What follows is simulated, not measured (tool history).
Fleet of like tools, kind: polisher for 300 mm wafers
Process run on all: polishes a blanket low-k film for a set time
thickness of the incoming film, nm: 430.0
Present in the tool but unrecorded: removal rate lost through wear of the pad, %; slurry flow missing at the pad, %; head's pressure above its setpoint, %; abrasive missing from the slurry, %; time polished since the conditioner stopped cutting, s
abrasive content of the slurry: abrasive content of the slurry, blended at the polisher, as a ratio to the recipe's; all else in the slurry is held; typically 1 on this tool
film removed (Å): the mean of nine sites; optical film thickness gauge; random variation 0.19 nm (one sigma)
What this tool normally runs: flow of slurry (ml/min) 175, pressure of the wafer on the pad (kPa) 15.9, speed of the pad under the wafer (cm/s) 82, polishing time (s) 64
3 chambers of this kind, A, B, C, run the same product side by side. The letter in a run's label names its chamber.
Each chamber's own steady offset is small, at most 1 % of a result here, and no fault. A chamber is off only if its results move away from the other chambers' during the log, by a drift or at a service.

run,hour,flow of slurry (ml/min),pressure of the wafer on the pad (kPa),speed of the pad under the wafer (cm/s),abrasive content of the slurry,polishing time (s),wafers polished on this pad,hours since the slurry nozzle was cleaned,hours since the head pressure was calibrated,hours since the slurry blender was calibrated,hours since the conditioning disc was replaced,film removed (Å)
1C,9.2,175,15.9,82,1,64,673,62.5,192,108,125.7,251.95
2A,17.3,175,15.9,82,1,64,491,578.4,383.3,297.8,348,254.26
# hour 19.8: chamber C: worn pad replaced by a new one
3B,26.1,175,15.9,82,1,64,539,671.8,153.9,247.9,27,252.85
# hour 26.9: chamber C: slurry blender recalibrated
4B,33.2,175,15.9,82,1,64,617,678.9,161,255,34.1,251.15
# hour 36.4: chamber B: slurry blender recalibrated
5A,41.1,175,15.9,82,1,64,754,602.2,407.1,321.6,371.8,249.73
6C,48.4,175,15.9,82,1,64,316,101.7,231.2,21.6,164.9,252.92
# hour 54.9: chamber A: worn pad replaced by a new one
7C,62,175,10.3,100,1,64,466,115.3,244.8,35.2,178.5,191.42
# hour 62.7: chamber B: worn pad replaced by a new one
8A,72.3,175,10.3,100,1,64,192,633.4,438.3,352.8,403,192.3
9B,85.6,175,10.3,100,1,64,253,731.3,213.4,49.2,86.5,195.78
10B,97.4,175,15.9,82,1,64,383,743.1,225.2,61,98.3,259.83
# hour 103: chamber C: worn pad replaced by a new one
11A,103.7,175,15.9,82,1,82,538,664.8,469.7,384.2,434.4,323.16
# hour 108.1: chamber A: slurry blender recalibrated
12C,112.4,175,15.9,82,1,82,103,165.7,295.2,85.6,228.9,321.6
13A,126.5,175,15.9,82,1,82,790,687.6,492.5,18.4,457.2,324.17
14C,135.3,130,15.9,82,1.2,64,356,188.6,318.1,108.5,251.8,259.42
# hour 138: chamber B: worn pad replaced by a new one
# hour 140.7: chamber C: slurry blender recalibrated
15B,143,130,15.9,82,1.2,64,55,788.7,270.8,106.6,143.9,262.63
# hour 145.6: chamber C: head pressure recalibrated
# hour 147.4: chamber A: worn pad replaced by a new one
16A,150,130,15.9,82,1.2,64,29,711.1,516,41.9,480.7,259.13
17C,158.2,175,20.7,82,1,64,609,211.5,12.6,17.5,274.7,362.71
18B,164.7,175,20.7,82,1,64,294,810.4,292.5,128.3,165.6,333.72
19A,175.3,175,20.7,82,1,64,308,736.4,541.3,67.2,506,328.77
# hour 176.7: chamber C: worn pad replaced by a new one
# hour 185.1: chamber A: head pressure recalibrated
20C,187.7,175,15.9,82,1,64,122,241,42.1,47,304.2,281.49
21B,199.5,175,15.9,82,1,64,679,845.2,327.3,163.1,200.4,252.45
# hour 208.6: chamber C: slurry nozzle cleaned
22A,211.7,175,15.9,82,1,64,710,772.8,26.6,103.6,542.4,254.81
# hour 217.4: chamber B: worn pad replaced by a new one
23B,217.9,175,15.9,82,1,64,6,863.6,345.7,181.5,218.8,253.63
24C,227.6,175,15.9,82,1,64,562,19.1,82,86.9,344.1,277.95
# hour 230: chamber A: conditioning disc replaced and pad reconditioned
# hour 231.2: chamber B: conditioning disc replaced and pad reconditioned
# hour 235.3: chamber A: worn pad replaced by a new one
# hour 236.3: chamber A: slurry nozzle cleaned
25C,237.4,175,15.9,82,1,64,670,28.9,91.8,96.7,353.9,278.94
26B,244.4,175,15.9,82,1,64,298,890.1,372.2,208,13.3,257.63
# hour 251.5: chamber C: worn pad replaced by a new one
27A,258.3,175,15.9,82,1,64,254,22.1,73.2,150.2,28.4,250.38
28C,264.5,175,15.9,82,1,64,144,56,118.9,123.8,381,278.31
# hour 267.5: chamber C: slurry blender recalibrated
29A,274.7,175,15.9,82,1,64,435,38.5,89.6,166.6,44.8,254.34
30B,285.6,175,15.9,82,1,64,753,931.3,413.4,249.2,54.5,253.95
31C,297.6,175,15.9,82,1,64,509,89.1,152,30.2,414.1,276.8
# hour 303.6: chamber C: conditioning disc replaced and pad reconditioned
# hour 308.9: chamber B: worn pad replaced by a new one
32A,309.1,175,15.9,82,1,64,814,72.9,124,201,79.2,249.78
# hour 316.8: chamber A: worn pad replaced by a new one
33B,319.4,175,15.9,82,1,64,116,965.1,447.2,283,88.3,253.71
34C,325.9,175,15.9,82,1,64,822,117.4,180.3,58.5,22.4,278.1
35A,332.9,175,15.9,82,1,64,178,96.7,147.8,224.8,103,250.36
36B,339.6,175,15.9,82,1,64,338,985.3,467.4,303.2,108.5,252.86
# hour 341.1: chamber C: worn pad replaced by a new one
# hour 349.4: chamber B: slurry blender recalibrated
37C,351,175,15.9,82,1,64,109,142.5,205.4,83.6,47.5,275.33
# hour 352.8: chamber B: slurry nozzle cleaned
38B,361,175,15.9,82,1,64,575,8.3,488.8,11.7,129.9,254.15
39A,374.1,175,15.9,82,1,64,633,137.9,189,266,144.2,250.9
40B,382,175,15.9,82,1,64,806,29.3,509.8,32.7,150.9,254.07
# hour 392.3: chamber A: worn pad replaced by a new one
41C,394.6,175,15.9,82,1,64,590,186.1,249,127.2,91.1,279.69
42A,406.8,175,15.9,82,1,64,160,170.6,221.7,298.7,176.9,253.17
43A,416.5,175,15.9,82,1,64,267,180.3,231.4,308.4,186.6,252.03

Which is it: a chamber that has drifted or been left off by a service, a gauge drift common to all chambers, or only each chamber's usual small offset? If a chamber is off, name it and its likeliest cause.

Chamber C has stood off from the others ever since a service on it.
Likeliest cause: head's pressure above its setpoint, % = 10.

Chamber C could run next with any of the 4 candidate recipes listed below; each alters the usual settings, and their results appear as question marks. Which one brings its results back in line with what the other chambers deliver on the usual settings?
To be in line, a result may differ from the other chambers' mean on the usual settings by at most: film removed (Å) 6.7
44C-1,426.7,175,16.5,82,1,64,,,,,,?
44C-2,426.7,175,15.9,80,1,63,,,,,,?
44C-3,426.7,175,15.2,80,1,62,,,,,,?
44C-4,426.7,175,16.5,84,1,66,,,,,,?

What the other chambers average on the usual settings: film removed (Å) 253.84
run,film removed (Å)
44C-1,288.73
44C-2,266.97
44C-3,251.29
44C-4,303.62
44C-3 is the one that brings the chamber's results back in line with the other chambers.
